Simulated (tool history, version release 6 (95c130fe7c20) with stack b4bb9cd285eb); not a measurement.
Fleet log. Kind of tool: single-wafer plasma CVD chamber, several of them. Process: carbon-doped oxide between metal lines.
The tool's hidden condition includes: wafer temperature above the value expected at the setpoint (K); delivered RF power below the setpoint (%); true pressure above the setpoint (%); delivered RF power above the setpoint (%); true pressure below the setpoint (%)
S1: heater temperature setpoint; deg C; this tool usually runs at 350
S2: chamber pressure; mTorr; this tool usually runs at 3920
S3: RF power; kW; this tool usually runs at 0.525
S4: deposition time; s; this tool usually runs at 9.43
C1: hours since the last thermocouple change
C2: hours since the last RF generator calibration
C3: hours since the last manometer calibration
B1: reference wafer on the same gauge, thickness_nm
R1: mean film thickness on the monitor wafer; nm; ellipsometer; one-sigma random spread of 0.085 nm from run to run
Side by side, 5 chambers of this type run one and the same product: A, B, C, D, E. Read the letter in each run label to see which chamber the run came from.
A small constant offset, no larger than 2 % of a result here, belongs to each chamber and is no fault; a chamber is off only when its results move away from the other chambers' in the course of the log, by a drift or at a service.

run,day,S1,S2,S3,S4,C1,C2,C3,B1,R1
1D,0.475,350,3920,0.525,9.43,2294.1,1575.4,284.3,42.902,49.182
2E,0.9,350,3920,0.525,9.43,2965.8,1814.7,1640.7,42.899,48.128
# day 0.983: chamber E: thermocouple changed; heater temperature recalibrated
3B,1.192,350,3920,0.525,9.43,945,606.7,1833.1,42.88,48.681
4C,1.692,350,3920,0.525,9.43,66.7,278.7,192.5,42.842,48.645
5A,2.058,350,3920,0.525,9.43,185.7,386.4,1151.5,42.855,48.924
6C,2.579,350,3920,0.525,8.62,88,300,213.8,42.856,44.403
7A,3.133,350,3920,0.525,8.62,211.5,412.2,1177.3,42.845,44.794
8D,3.525,350,3920,0.525,8.62,2367.3,1648.6,357.5,42.867,45.013
9B,3.854,350,3920,0.525,8.62,1008.9,670.6,1897,42.847,44.611
10E,4.221,350,3920,0.525,8.62,77.7,1894.4,1720.4,42.82,43.88
11E,4.658,350,3920,0.525,11.23,88.2,1904.9,1730.9,42.794,56.956
# day 5.2: chamber D: thermocouple changed; heater temperature recalibrated
12C,5.217,350,3920,0.525,11.23,151.3,363.3,277.1,42.82,57.511
13B,5.804,350,3920,0.525,11.23,1055.7,717.4,1943.8,42.801,57.781
14D,6.071,350,3920,0.525,11.23,20.9,1709.7,418.6,42.789,58.351
15A,6.546,350,3920,0.525,11.23,293.4,494.1,1259.2,42.794,57.855
16D,6.921,350,3920,0.525,9.43,41.3,1730.1,439,42.8,49.098
17C,7.433,350,3920,0.525,9.43,204.5,416.5,330.3,42.767,48.426
18B,7.9,350,3920,0.525,9.43,1106,767.7,1994.1,42.762,48.455
# day 7.929: chamber E: capacitance manometer re-zeroed and calibrated
19A,8.325,350,3920,0.525,9.43,336.1,536.8,1301.9,42.771,48.901
20E,8.692,350,3920,0.525,9.43,185,2001.7,18.3,42.74,47.846
# day 8.838: chamber D: RF generator calibrated
21D,9.158,350,3920,0.525,9.43,95,7.8,492.7,42.756,48.969
22A,9.425,350,3920,0.525,9.43,362.5,563.2,1328.3,42.74,48.877
23B,9.996,350,3920,0.525,9.43,1156.3,818,2044.4,42.745,48.606
24E,10.538,350,3920,0.525,9.43,229.3,2046,62.6,42.737,47.993
25C,11.125,350,3920,0.525,9.43,293.1,505.1,418.9,42.692,48.365
26E,11.458,336,3920,0.445,9.43,251.4,2068.1,84.7,42.71,44.904
27C,11.775,336,3920,0.445,9.43,308.7,520.7,434.5,42.706,45.386
28A,12.096,336,3920,0.445,9.43,426.6,627.3,1392.4,42.689,45.744
29B,12.442,336,3920,0.445,9.43,1215,876.7,2103.1,42.698,45.331
# day 12.671: chamber B: thermocouple changed; heater temperature recalibrated
30D,12.746,336,3920,0.445,9.43,181.1,93.9,578.8,42.686,45.945
31D,13.104,350,3920,0.525,9.43,189.7,102.5,587.4,42.677,49.069
32B,13.55,350,3920,0.525,9.43,21.1,903.3,2129.7,42.671,48.525
33A,13.862,350,3920,0.525,9.43,469,669.7,1434.8,42.658,48.613
34E,14.308,350,3920,0.525,9.43,319.8,2136.5,153.1,42.668,47.771
35C,14.679,350,3920,0.525,9.43,378.4,590.4,504.2,42.647,48.281
36A,14.979,350,3920,0.525,9.43,495.8,696.5,1461.6,42.63,48.703
37E,15.538,350,3920,0.525,9.43,349.3,2166,182.6,42.639,47.768
38B,15.812,350,3920,0.525,9.43,75.4,957.6,2184,42.631,48.459
39C,16.158,350,3920,0.525,9.43,413.9,625.9,539.7,42.624,48.565
40D,16.638,350,3920,0.525,9.43,274.5,187.3,672.2,42.626,48.932
41C,17.05,350,3920,0.525,9.43,435.3,647.3,561.1,42.622,48.227
42D,17.317,350,3920,0.525,9.43,290.8,203.6,688.5,42.601,48.859
43E,17.779,350,3920,0.525,9.43,403.1,2219.8,236.4,42.583,47.768

Decide between three cases: one chamber stands off from its peers, the gauge reading all wafers drifts, or nothing is wrong past each chamber's small offset. Where a chamber is off, say which and what most likely put it there.

No chamber is off; the gauge reading every chamber's wafers drifts, which makes the whole fleet appear to move together.
Cause: gauge reads low (%) = 0.711.
